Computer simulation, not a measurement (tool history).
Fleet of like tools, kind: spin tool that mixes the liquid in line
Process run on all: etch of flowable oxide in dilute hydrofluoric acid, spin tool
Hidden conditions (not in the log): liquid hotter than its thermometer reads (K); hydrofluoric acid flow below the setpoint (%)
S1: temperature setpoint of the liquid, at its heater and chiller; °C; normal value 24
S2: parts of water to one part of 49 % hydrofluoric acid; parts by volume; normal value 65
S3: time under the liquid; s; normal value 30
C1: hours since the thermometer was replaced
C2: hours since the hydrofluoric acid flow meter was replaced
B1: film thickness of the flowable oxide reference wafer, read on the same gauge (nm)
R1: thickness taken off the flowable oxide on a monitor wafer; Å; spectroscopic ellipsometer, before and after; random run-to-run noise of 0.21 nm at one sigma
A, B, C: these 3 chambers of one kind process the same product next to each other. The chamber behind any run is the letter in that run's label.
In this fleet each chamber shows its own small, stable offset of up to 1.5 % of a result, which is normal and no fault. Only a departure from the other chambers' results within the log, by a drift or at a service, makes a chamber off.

run   hour    S1  S2  S3      C1      C2      B1      R1
 1B    3.4    24  65  30   628.4   202.2  120.03  237.76
 2C    6.5    24  65  30   731.1   379.9  119.97  237.39
 3A     11    24  65  30    1673   960.1  120.01  234.64
 4B   14.2    24  65  30   639.2     213     120  236.31
 5A   18.8    24  65  30  1680.8   967.9  119.99  232.95
 6C   22.1    24  65  30   746.7   395.5  119.99  234.83
 7B   27.7    24  65  30   652.7   226.5     120  231.92
 8A   31.2    24  65  30  1693.2   980.3  119.99  232.48
 9C   37.9    24  65  30   762.5   411.3  119.98  236.29
10B   42.2    24  65  30   667.2     241     120  232.78
11C   45.4    24  65  30     770   418.8  119.97  240.62
12A   50.3    24  65  30  1712.3   999.4  120.01  236.14
13A   56.7    24  65  30  1718.7  1005.8     120  234.11
14C   63.4    24  65  30     788   436.8  119.99  235.02
15B   69.3  22.5  65  30   694.3   268.1  119.92  216.13
16B   72.3  22.5  65  30   697.3   271.1     120  217.35
17A   76.7  22.5  65  30  1738.7  1025.8  119.98  218.71
18C   80.7    24  65  30   805.3   454.1  120.01  238.29
19B   86.8  27.5  65  30   711.8   285.6     120  260.26
20A   93.4  27.5  65  30  1755.4  1042.5  119.97  272.94
21C   98.4  27.5  65  30     823   471.8  119.98  270.58
22C  103.6    24  65  30   828.2     477  119.97  232.24
23B  106.7    24  65  30   731.7   305.5  120.02  221.68
24A  110.1    24  65  30  1772.1  1059.2  119.98  233.32
25C  115.4    24  65  30     840   488.8  120.02  234.91
26B  118.7    24  65  30   743.7   317.5  120.01  220.36
27A  121.8    24  90  45  1783.8  1070.9  120.02   241.2
28B  126.7    24  90  45   751.7   325.5  120.04   231.7
29A  130.1    24  90  45  1792.1  1079.2  120.02  247.77
30C  135.7    24  65  30   860.3   509.1  119.99  235.23
31B  139.9    24  65  30   764.9   338.7  119.99  220.01
32C  145.3    24  65  30   869.9   518.7     120  236.72
33A  151.2    24  65  30  1813.2  1100.3  120.02  231.56
34A    156    24  65  30    1818  1105.1  119.98  234.22
35C  162.5    24  65  30   887.1   535.9  120.02  235.83

All chambers now run identical settings, listed one chamber a line with results as question marks. What results will each chamber show?
36A  167.4  22.5  65  30               ?
36B  167.4  22.5  65  30               ?
36C  167.4  22.5  65  30               ?

run      R1
36A  221.35
36B  201.43
36C  224.19
